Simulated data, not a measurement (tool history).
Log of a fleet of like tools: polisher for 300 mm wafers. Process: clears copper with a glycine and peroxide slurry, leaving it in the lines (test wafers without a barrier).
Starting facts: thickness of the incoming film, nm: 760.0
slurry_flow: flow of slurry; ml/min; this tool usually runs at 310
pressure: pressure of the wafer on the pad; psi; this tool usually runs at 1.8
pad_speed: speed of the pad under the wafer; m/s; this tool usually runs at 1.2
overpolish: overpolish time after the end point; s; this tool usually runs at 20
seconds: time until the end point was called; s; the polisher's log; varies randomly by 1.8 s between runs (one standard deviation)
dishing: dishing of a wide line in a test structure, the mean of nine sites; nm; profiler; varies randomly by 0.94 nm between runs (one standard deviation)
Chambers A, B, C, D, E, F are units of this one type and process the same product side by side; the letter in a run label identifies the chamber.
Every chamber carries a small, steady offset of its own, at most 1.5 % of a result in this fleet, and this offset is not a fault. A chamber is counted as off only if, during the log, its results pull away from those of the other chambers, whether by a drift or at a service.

run	hour	slurry_flow	pressure	pad_speed	overpolish	wafers polished on this pad	hours since the slurry nozzle was cleaned	hours since the head pressure was calibrated	seconds	dishing
1A	6.5	310	1.8	1.2	20	1020	665.3	555.4	145.09	64.931
2C	10.5	310	1.8	1.2	20	754	301.6	336.3	146.29	66.081
# hour 15.8: chamber D: worn pad replaced by a new one
# hour 16.3: chamber C: head pressure recalibrated
3F	17.6	310	1.8	1.2	20	427	137.5	120.1	149.52	66.356
# hour 21.3: chamber C: worn pad replaced by a new one
4B	24.3	310	1.8	1.2	20	1015	144.9	829.3	143.67	66.837
5E	31.1	210	1.8	1.2	20	253	192	110.4	154.61	63.273
6D	35.1	210	1.8	1.2	20	78	525.5	264.3	146.92	64.613
7F	42.8	210	1.8	1.2	20	529	162.7	145.3	152.23	65.076
8D	46.3	210	1.8	1.2	20	123	536.7	275.5	149.71	64.832
9A	53	210	1.8	1.2	20	1209	711.8	601.9	147.6	65.643
10E	58.4	210	1.8	1.2	20	363	219.3	137.7	149.41	63.428
11B	64.5	310	1.8	1.2	20	1178	185.1	869.5	146.54	65.693
# hour 70.3: chamber B: worn pad replaced by a new one
12C	70.9	310	1.8	1.2	20	200	362	54.7	143.55	65.65
13C	75	310	1.8	1.2	20	217	366.1	58.8	143.86	64.858
14B	81.3	310	1.8	1.2	20	44	201.9	886.3	142.89	66.163
15D	85.6	310	1.8	1.2	20	282	576	314.8	140.17	68.438
16E	91.3	310	1.8	1.2	20	496	252.2	170.6	145.45	65.939
17F	97.6	310	1.8	1.2	20	751	217.5	200.1	151.35	66.947
18A	103	310	1.8	1.2	20	1411	761.8	651.9	150.32	64.443
19F	108.2	310	1.8	1.2	20	794	228.1	210.7	145.38	66.958
20D	116	310	1.8	1.2	20	405	606.4	345.2	144.57	68.112
21A	122.5	310	1.8	1.2	20	1490	781.3	671.4	153.34	63.903
22B	126.3	310	1.4	0.82	20	226	246.9	931.3	224.62	45.244
23C	130.1	310	1.4	0.82	20	440	421.2	113.9	228.29	46.321
24E	135.4	310	1.4	0.82	20	675	296.3	214.7	223.03	45.807
25D	140.6	310	1.4	0.82	20	505	631	369.8	223.63	46.093
26C	146.3	310	1.4	0.82	20	506	437.4	130.1	223.45	45.702
27A	151.4	310	1.4	0.82	20	1607	810.2	700.3	237.05	44.53
# hour 155.5: chamber F: worn pad replaced by a new one
28B	156.1	310	1.8	1.2	20	347	276.7	961.1	144.4	65.953
29E	163.1	310	1.8	1.2	20	787	324	242.4	146.62	64.396
# hour 166.3: chamber D: worn pad replaced by a new one
30F	169	310	1.8	1.54	14	54	288.9	271.5	119.76	60.042
31E	176.2	310	1.8	1.54	14	840	337.1	255.5	122.18	57.419
32D	180.5	310	1.8	1.54	14	57	670.9	409.7	115.1	58.953
33A	185.5	310	1.8	1.54	14	1745	844.3	734.4	129.54	54.693
34F	192.9	310	1.8	1.54	14	151	312.8	295.4	121.29	58.276
35C	198.1	310	1.8	1.54	14	715	489.2	181.9	118.54	57.482
36B	205.8	310	1.8	1.2	20	548	326.4	1010.8	147.32	67.05
# hour 209.6: chamber E: head pressure recalibrated
37F	212.3	310	1.8	1.2	20	229	332.2	314.8	150.96	66.814
# hour 215.8: chamber A: slurry nozzle cleaned
# hour 217.2: chamber E: worn pad replaced by a new one
38C	218.8	310	1.8	1.2	20	799	509.9	202.6	142.22	66.591
39E	222.7	310	1.8	1.2	20	22	383.6	13.1	147.19	65.599
40A	229.6	310	1.8	1.2	20	1923	13.9	778.5	159.36	61.885

Is one chamber off against the others, does the gauge drift, or is nothing wrong? If a chamber is off, say which, and what the likeliest cause is.

Little by little, chamber A moves away from the other chambers.
Most likely cause: removal rate lost through wear of the pad, % = 10.7.
The log may not tell that from: head's pressure below its setpoint, %.

Below are 4 candidate recipes for chamber A's next run, each the usual settings with a change, their results shown as question marks. Which of them brings A's results back in line with what the other chambers give on the usual settings?
Counts as in line when no further than this from what the other chambers average on the usual settings: seconds 6.2 s; dishing 3.3 nm
41A-1	235.2	305	1.6	1.06	20				?	?
41A-2	235.2	310	1.7	1.12	20				?	?
41A-3	235.2	315	2	1.34	20				?	?
41A-4	235.2	310	1.9	1.28	20				?	?

Average result of the remaining chambers running the usual settings: seconds 144.71 s; dishing 66.63 nm
run	seconds	dishing
41A-1	191.84	52.474
41A-2	175.53	56.486
41A-3	133.62	70.272
41A-4	144.82	65.927
The right change is 41A-4: it brings the chamber back within the allowed miss of the others.

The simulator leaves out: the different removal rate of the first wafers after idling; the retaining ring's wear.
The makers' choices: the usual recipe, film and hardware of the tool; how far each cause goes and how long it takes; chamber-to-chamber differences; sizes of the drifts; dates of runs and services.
